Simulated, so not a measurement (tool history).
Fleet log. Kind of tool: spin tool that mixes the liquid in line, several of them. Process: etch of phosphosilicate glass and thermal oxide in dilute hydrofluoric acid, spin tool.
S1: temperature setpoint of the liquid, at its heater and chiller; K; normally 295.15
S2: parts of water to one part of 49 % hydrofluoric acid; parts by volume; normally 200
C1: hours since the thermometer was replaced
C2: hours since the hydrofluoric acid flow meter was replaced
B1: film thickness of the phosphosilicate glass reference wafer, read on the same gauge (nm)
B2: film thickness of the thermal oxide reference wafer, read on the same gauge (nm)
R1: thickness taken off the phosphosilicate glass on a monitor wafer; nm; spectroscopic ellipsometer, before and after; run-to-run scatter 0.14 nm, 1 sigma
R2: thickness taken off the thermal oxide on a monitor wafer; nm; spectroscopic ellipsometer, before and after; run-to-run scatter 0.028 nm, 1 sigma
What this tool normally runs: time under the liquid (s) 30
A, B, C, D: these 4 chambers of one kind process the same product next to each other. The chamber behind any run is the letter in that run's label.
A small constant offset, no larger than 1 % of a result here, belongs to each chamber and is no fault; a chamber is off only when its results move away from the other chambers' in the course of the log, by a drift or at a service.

Run 1A, hour 7.1: usual settings; C1 272.8; C2 1324.0; B1 120.03; B2 69.987. Result: R1 20.245 nm, R2 0.58756 nm.
Run 2C, hour 16.5: usual settings; C1 982.9; C2 27.4; B1 119.97; B2 70.009. Result: R1 20.262 nm, R2 0.56955 nm.
Run 3D, hour 22.7: usual settings; C1 1880.3; C2 253.6; B1 119.99; B2 69.979. Result: R1 20.083 nm, R2 0.62452 nm.
Run 4B, hour 31.3: usual settings; C1 88.7; C2 181.7; B1 120.00; B2 70.027. Result: R1 20.304 nm, R2 0.57869 nm.
Run 5A, hour 41.9: usual settings; C1 307.6; C2 1358.8; B1 120.01; B2 69.987. Result: R1 20.165 nm, R2 0.56948 nm.
Run 6D, hour 46.8: usual settings; C1 1904.4; C2 277.7; B1 119.99; B2 70.030. Result: R1 20.052 nm, R2 0.57880 nm.
Run 7B, hour 54.3: usual settings; C1 111.7; C2 204.7; B1 119.98; B2 70.018. Result: R1 20.229 nm, R2 0.57062 nm.
Run 8C, hour 60.1: usual settings; C1 1026.5; C2 71.0; B1 120.01; B2 69.972. Result: R1 20.300 nm, R2 0.58177 nm.
Run 9B, hour 67.5: usual settings; C1 124.9; C2 217.9; B1 119.98; B2 70.024. Result: R1 19.954 nm, R2 0.53557 nm.
Run 10D, hour 75.1: usual settings; C1 1932.7; C2 306.0; B1 120.00; B2 70.006. Result: R1 20.408 nm, R2 0.61793 nm.
Run 11A, hour 81.7: usual settings; C1 347.4; C2 1398.6; B1 120.02; B2 70.007. Result: R1 20.505 nm, R2 0.52771 nm.
Run 12C, hour 88.7: usual settings but S1 298.15 K, S2 280 parts by volume; C1 1055.1; C2 99.6; B1 119.98; B2 69.989. Result: R1 14.737 nm, R2 0.41321 nm.
Run 13B, hour 98.5: usual settings but S1 298.15 K, S2 280 parts by volume; C1 155.9; C2 248.9; B1 120.04; B2 70.032. Result: R1 14.615 nm, R2 0.41549 nm.
Run 14A, hour 107.5: usual settings but S1 298.15 K, S2 280 parts by volume; C1 373.2; C2 1424.4; B1 119.96; B2 70.006. Result: R1 14.778 nm, R2 0.42641 nm.
Run 15D, hour 112.4: usual settings but S1 298.15 K, S2 280 parts by volume; C1 1970.0; C2 343.3; B1 120.01; B2 70.016. Result: R1 14.867 nm, R2 0.35654 nm.
Run 16C, hour 119.8: usual settings; C1 1086.2; C2 130.7; B1 119.98; B2 70.004. Result: R1 20.558 nm, R2 0.55647 nm.
Run 17A, hour 128.5: usual settings; C1 394.2; C2 1445.4; B1 119.98; B2 69.987. Result: R1 20.048 nm, R2 0.57716 nm.
Run 18C, hour 133.4: usual settings; C1 1099.8; C2 144.3; B1 119.96; B2 69.994. Result: R1 20.131 nm, R2 0.56799 nm.
Run 19B, hour 138.5: usual settings; C1 195.9; C2 288.9; B1 120.00; B2 69.995. Result: R1 20.362 nm, R2 0.49497 nm.
Run 20D, hour 148.0: usual settings; C1 2005.6; C2 378.9; B1 120.01; B2 69.982. Result: R1 20.279 nm, R2 0.56853 nm.
Run 21A, hour 153.1: usual settings; C1 418.8; C2 1470.0; B1 120.01; B2 70.021. Result: R1 20.225 nm, R2 0.56097 nm.
Run 22D, hour 159.3: usual settings; C1 2016.9; C2 390.2; B1 119.99; B2 70.036. Result: R1 20.376 nm, R2 0.52181 nm.
Run 23B, hour 165.6: usual settings; C1 223.0; C2 316.0; B1 120.00; B2 69.972. Result: R1 20.035 nm, R2 0.56077 nm.
Run 24C, hour 172.4: usual settings; C1 1138.8; C2 183.3; B1 120.01; B2 70.004. Result: R1 19.578 nm, R2 0.52688 nm.
Run 25C, hour 182.0: usual settings but S1 290.65 K, S2 135 parts by volume; C1 1148.4; C2 192.9; B1 119.99; B2 70.014. Result: R1 26.196 nm, R2 0.76651 nm.
Run 26A, hour 189.7: usual settings but S1 290.65 K, S2 135 parts by volume; C1 455.4; C2 1506.6; B1 120.00; B2 69.963. Result: R1 26.865 nm, R2 0.70014 nm.
Run 27B, hour 198.5: usual settings but S1 290.65 K, S2 135 parts by volume; C1 255.9; C2 348.9; B1 120.00; B2 70.028. Result: R1 26.609 nm, R2 0.80099 nm.
Run 28D, hour 203.7: usual settings but S1 290.65 K, S2 135 parts by volume; C1 2061.3; C2 434.6; B1 120.00; B2 70.007. Result: R1 27.251 nm, R2 0.77621 nm.
Run 29B, hour 214.1: usual settings; C1 271.5; C2 364.5; B1 119.99; B2 69.998. Result: R1 20.066 nm, R2 0.54288 nm.
Run 30C, hour 218.7: usual settings but S1 298.65 K; C1 1185.1; C2 229.6; B1 119.99; B2 70.005. Result: R1 22.255 nm, R2 0.64546 nm.
Run 31A, hour 224.6: usual settings but S1 298.65 K; C1 490.3; C2 1541.5; B1 119.97; B2 70.007. Result: R1 22.822 nm, R2 0.68035 nm.
Run 32D, hour 233.1: usual settings but S1 298.65 K; C1 2090.7; C2 464.0; B1 120.01; B2 69.971. Result: R1 23.075 nm, R2 0.63936 nm.
Run 33A, hour 238.1: usual settings but S1 298.65 K; C1 503.8; C2 1555.0; B1 120.02; B2 69.980. Result: R1 23.418 nm, R2 0.59738 nm.
Run 34B, hour 243.2: usual settings; C1 300.6; C2 393.6; B1 120.01; B2 70.000. Result: R1 20.064 nm, R2 0.56189 nm.
Run 35D, hour 252.1: usual settings; C1 2109.7; C2 483.0; B1 120.00; B2 70.002. Result: R1 20.417 nm, R2 0.55244 nm.
Run 36C, hour 257.4: usual settings; C1 1223.8; C2 268.3; B1 120.01; B2 70.006. Result: R1 18.905 nm, R2 0.56152 nm.
Run 37A, hour 262.9: usual settings; C1 528.6; C2 1579.8; B1 120.00; B2 69.995. Result: R1 20.168 nm, R2 0.58692 nm.
Run 38C, hour 273.4: usual settings; C1 1239.8; C2 284.3; B1 119.99; B2 70.005. Result: R1 19.020 nm, R2 0.47060 nm.

Predict what each chamber gives when all 4 of them run the settings below next.
Run 39A, hour 281.0: usual settings but S2 150 parts by volume. Result: R1 ?, R2 ?.
Run 39B, hour 281.0: usual settings but S2 150 parts by volume. Result: R1 ?, R2 ?.
Run 39C, hour 281.0: usual settings but S2 150 parts by volume. Result: R1 ?, R2 ?.
Run 39D, hour 281.0: usual settings but S2 150 parts by volume. Result: R1 ?, R2 ?.

run      R1       R2
39A  28.385  0.80548
39B  28.536  0.76342
39C  26.582  0.74235
39D  28.575  0.87738
